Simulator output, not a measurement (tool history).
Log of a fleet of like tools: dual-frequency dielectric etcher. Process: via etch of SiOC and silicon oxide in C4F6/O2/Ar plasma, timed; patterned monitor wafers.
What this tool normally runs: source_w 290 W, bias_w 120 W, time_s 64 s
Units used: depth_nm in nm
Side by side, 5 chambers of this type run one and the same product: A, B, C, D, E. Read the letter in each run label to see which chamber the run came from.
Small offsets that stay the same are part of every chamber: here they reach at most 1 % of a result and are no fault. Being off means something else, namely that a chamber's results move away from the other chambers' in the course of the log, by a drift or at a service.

run	hour	source_w	bias_w	time_s	read-back reference wafer on the same gauge, depth_nm	depth_nm
1E	4.6	290	120	64	50.681	56.821
2C	8.9	290	120	64	50.705	56.047
3D	13.1	290	120	64	50.744	55.966
4A	17	290	120	64	50.717	55.576
5B	22.9	290	120	64	50.693	55.939
6A	30.3	290	106	47	50.689	39.385
7E	37.2	290	106	47	50.718	40.167
8D	42.6	290	106	47	50.719	39.765
9C	49.5	290	106	47	50.708	39.565
# hour 55.2: chamber A: bias power generator calibrated
10B	56.7	290	106	47	50.666	39.461
11E	62.8	290	98	79.5	50.68	66.188
12C	68.4	290	98	79.5	50.715	65.502
13D	73.7	290	98	79.5	50.722	65.597
# hour 76.8: chamber A: wet clean of the chamber
14B	79	290	98	79.5	50.714	65.405
15A	83.6	290	98	79.5	50.684	64.901
16B	91.2	290	120	64	50.701	55.888
17A	96	290	120	64	50.725	55.568
18C	100.5	290	120	64	50.717	55.743
19E	107.7	290	120	64	50.692	56.641
20D	113.3	290	120	64	50.703	56.127
21B	118.6	290	120	64	50.681	55.798
22A	125.1	290	106	64	50.687	53.565
23E	129.7	290	106	64	50.712	54.626
# hour 132.1: chamber C: wet clean of the chamber
# hour 132.7: chamber E: wet clean of the chamber
24C	133.5	290	106	64	50.703	53.912
25D	140.2	290	106	64	50.677	53.922
# hour 141.7: chamber B: wet clean of the chamber
26A	145.9	290	106	64	50.703	53.699
27D	151.7	290	120	64	50.707	55.863
28E	157.4	290	120	64	50.686	58.442
29C	163.6	290	120	64	50.702	56.05
30B	170.3	290	120	64	50.693	56.022
31D	177.9	290	120	64	50.714	55.99
32B	184.9	290	120	72.5	50.671	63.122
33C	189.4	290	120	72.5	50.677	63.167
34E	194	290	120	72.5	50.709	65.878
35A	198.3	290	120	72.5	50.702	62.98
36C	203.3	290	120	72.5	50.691	63.242
37D	208.9	290	120	64	50.685	56.035

The same settings go to every chamber for the next run, one line per chamber below. Forecast the results for each:
38A	214.3	290	120	64		?
38B	214.3	290	120	64		?
38C	214.3	290	120	64		?
38D	214.3	290	120	64		?
38E	214.3	290	120	64		?

run	depth_nm
38A	55.445
38B	55.832
38C	55.802
38D	55.999
38E	58.374
